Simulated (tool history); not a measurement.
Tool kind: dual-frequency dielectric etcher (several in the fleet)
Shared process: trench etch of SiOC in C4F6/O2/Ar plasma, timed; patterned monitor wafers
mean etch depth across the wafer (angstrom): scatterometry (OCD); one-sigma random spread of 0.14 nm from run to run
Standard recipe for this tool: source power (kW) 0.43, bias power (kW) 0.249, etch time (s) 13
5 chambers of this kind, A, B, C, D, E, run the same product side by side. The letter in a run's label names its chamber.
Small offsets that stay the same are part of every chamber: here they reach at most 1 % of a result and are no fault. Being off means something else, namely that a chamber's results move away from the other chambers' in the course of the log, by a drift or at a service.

run    day  source power (kW)  bias power (kW)  etch time (s)  read-back reference wafer on the same gauge, depth_nm  mean etch depth across the wafer (angstrom)
 1A  0.333               0.43            0.249             13                                                 31.281                                        310.3
 2C  0.625               0.43            0.249             13                                                 31.283                                       308.18
     0.662  -- chamber D: source power generator calibrated
 3B   0.85               0.43            0.249             13                                                  31.29                                       311.04
 4D   1.05               0.43            0.249             13                                                 31.324                                       312.32
 5E  1.304               0.46            0.249           16.5                                                 31.292                                       401.21
 6A  1.579               0.46            0.249           16.5                                                 31.324                                       403.48
 7C  1.783               0.46            0.249           16.5                                                 31.278                                       403.29
 8D  2.079               0.46            0.249           16.5                                                 31.328                                       403.03
 9E    2.4               0.46            0.249           16.5                                                 31.316                                       401.58
10B  2.575               0.43            0.249             13                                                 31.287                                       309.78
11B  2.771               0.43            0.249             13                                                 31.259                                       307.07
12E  3.021               0.43            0.249             13                                                 31.305                                       307.95
13D  3.367               0.43            0.249             13                                                 31.287                                       309.97
14C  3.679               0.38            0.249             16                                                 31.302                                       365.92
     4.025  -- chamber D: wet clean of the chamber
15A  4.029               0.38            0.249             16                                                 31.272                                       359.97
16D  4.212               0.38            0.249             16                                                 31.338                                       366.43
17E  4.521               0.38            0.249             16                                                 31.274                                       368.29
18B  4.788               0.38            0.249             16                                                 31.288                                       362.24
19C  5.071               0.43            0.249             13                                                 31.275                                       309.54
20A  5.262               0.43            0.249             13                                                 31.328                                       312.52
21A  5.512               0.43            0.249             13                                                 31.286                                       309.12
22E   5.85               0.43            0.249             13                                                 31.321                                        312.7
23B   6.15               0.43            0.249             13                                                 31.293                                       309.54
24D  6.421               0.43            0.249             13                                                 31.327                                       310.03
25C  6.583               0.43            0.249             13                                                 31.289                                       312.75
26C  6.825               0.43            0.249             13                                                 31.296                                       310.12
27B  7.125               0.52            0.299             13                                                 31.295                                        355.1
28E    7.3               0.52            0.299             13                                                 31.313                                        368.1
29A  7.546               0.52            0.299             13                                                 31.294                                       353.53
30D  7.733               0.52            0.299             13                                                 31.307                                       353.79
31D  7.996               0.52            0.299             13                                                 31.307                                       352.93
32E  8.208               0.43            0.249             13                                                 31.334                                       320.28
33B  8.429               0.43            0.249             13                                                  31.33                                       310.24
34C  8.658               0.43            0.249             13                                                 31.326                                       309.56
35A  8.871               0.43            0.288             11                                                 31.297                                       275.56

Is one chamber off against the others, does the gauge drift, or is nothing wrong? If a chamber is off, say which, and what the likeliest cause is.

One chamber, E, drifts off from the rest bit by bit.
Likeliest cause: etch rate over this chamber's usual, % = 5.16.

Chamber E could run next with any of the 4 candidate recipes listed below; each alters the usual settings, and their results appear as question marks. Which one brings its results back in line with what the other chambers deliver on the usual settings?
Counts as in line when no further than this from what the other chambers average on the usual settings: mean etch depth across the wafer (angstrom) 4.8
36E-1  9.121               0.43            0.311             13                                                                                                   ?
36E-2  9.121               0.35            0.249             13                                                                                                   ?
36E-3  9.121               0.38            0.249             13                                                                                                   ?
36E-4  9.121               0.43            0.251           13.5                                                                                                   ?

On the usual settings, the other chambers give on average: mean etch depth across the wafer (angstrom) 309.73
  run  mean etch depth across the wafer (angstrom)
36E-1                                       349.24
36E-2                                       299.56
36E-3                                       309.05
36E-4                                       337.27
The answer is 36E-3, which returns the chamber to within the allowed miss of the others.
